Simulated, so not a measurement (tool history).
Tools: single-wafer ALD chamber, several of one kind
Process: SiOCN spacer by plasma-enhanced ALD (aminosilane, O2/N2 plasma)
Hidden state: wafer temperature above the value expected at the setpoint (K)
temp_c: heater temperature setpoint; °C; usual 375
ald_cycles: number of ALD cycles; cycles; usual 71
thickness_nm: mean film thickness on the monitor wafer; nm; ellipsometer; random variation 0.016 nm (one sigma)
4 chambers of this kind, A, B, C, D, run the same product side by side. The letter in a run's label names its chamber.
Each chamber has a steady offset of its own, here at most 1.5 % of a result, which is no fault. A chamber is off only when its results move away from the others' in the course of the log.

run,hour,temp_c,ald_cycles,hours since the last thermocouple change,"read-back reference wafer on the same gauge, thickness_nm",thickness_nm
1A,15.4,375,71,2046.1,5.0600,4.2085
2D,24.9,375,71,846.6,5.0607,4.2764
3C,32.8,375,71,478.4,5.0626,4.3312
4B,42.8,375,71,2151.8,5.0658,4.2731
5C,58.3,375,71,503.9,5.0605,4.3283
6A,73.2,375,71,2103.9,5.0628,4.2270
7B,88.7,375,71,2197.7,5.0625,4.2562
8D,101.8,375,71,923.5,5.0560,4.2632
9D,116.3,375,71,938.0,5.0618,4.2897
10C,130.1,375,71,575.7,5.0613,4.3304
11A,145.7,375,66,2176.4,5.0551,3.9314
12B,154.5,375,66,2263.5,5.0565,3.9890
13C,164.3,375,66,609.9,5.0606,4.0344
14D,171.5,375,66,993.2,5.0579,3.9850
15A,184.6,375,71,2215.3,5.0618,4.2474
16B,201.1,375,71,2310.1,5.0573,4.2734
17D,208.3,375,71,1030.0,5.0564,4.2837
18A,215.9,375,71,2246.6,5.0658,4.2529
19C,226.6,375,71,672.2,5.0640,4.3311
20B,235.2,367,84,2344.2,5.0622,5.0351
21A,244.2,367,84,2274.9,5.0581,5.0212
22D,257.8,367,84,1079.5,5.0604,5.0380
23B,273.1,367,84,2382.1,5.0616,5.0314
24C,284.6,375,71,730.2,5.0587,4.3199
25A,295.3,375,71,2326.0,5.0574,4.2408
26D,311.4,375,65,1133.1,5.0630,3.9236
27B,327.8,375,65,2436.8,5.0623,3.9158
28C,344.0,375,65,789.6,5.0570,3.9407
29D,355.4,375,65,1177.1,5.0600,3.9244
30A,365.6,375,71,2396.3,5.0601,4.2591
31C,376.8,362,71,822.4,5.0620,4.3275
32B,391.8,362,71,2500.8,5.0644,4.2815
33B,401.3,362,71,2510.3,5.0600,4.2655
34C,416.3,362,71,861.9,5.0611,4.3306

All 4 chambers run these settings next. Forecast each chamber's results:
35A,428.1,375,71,,,?
35B,428.1,375,71,,,?
35C,428.1,375,71,,,?
35D,428.1,375,71,,,?

run,thickness_nm
35A,4.2588
35B,4.2590
35C,4.3280
35D,4.2791
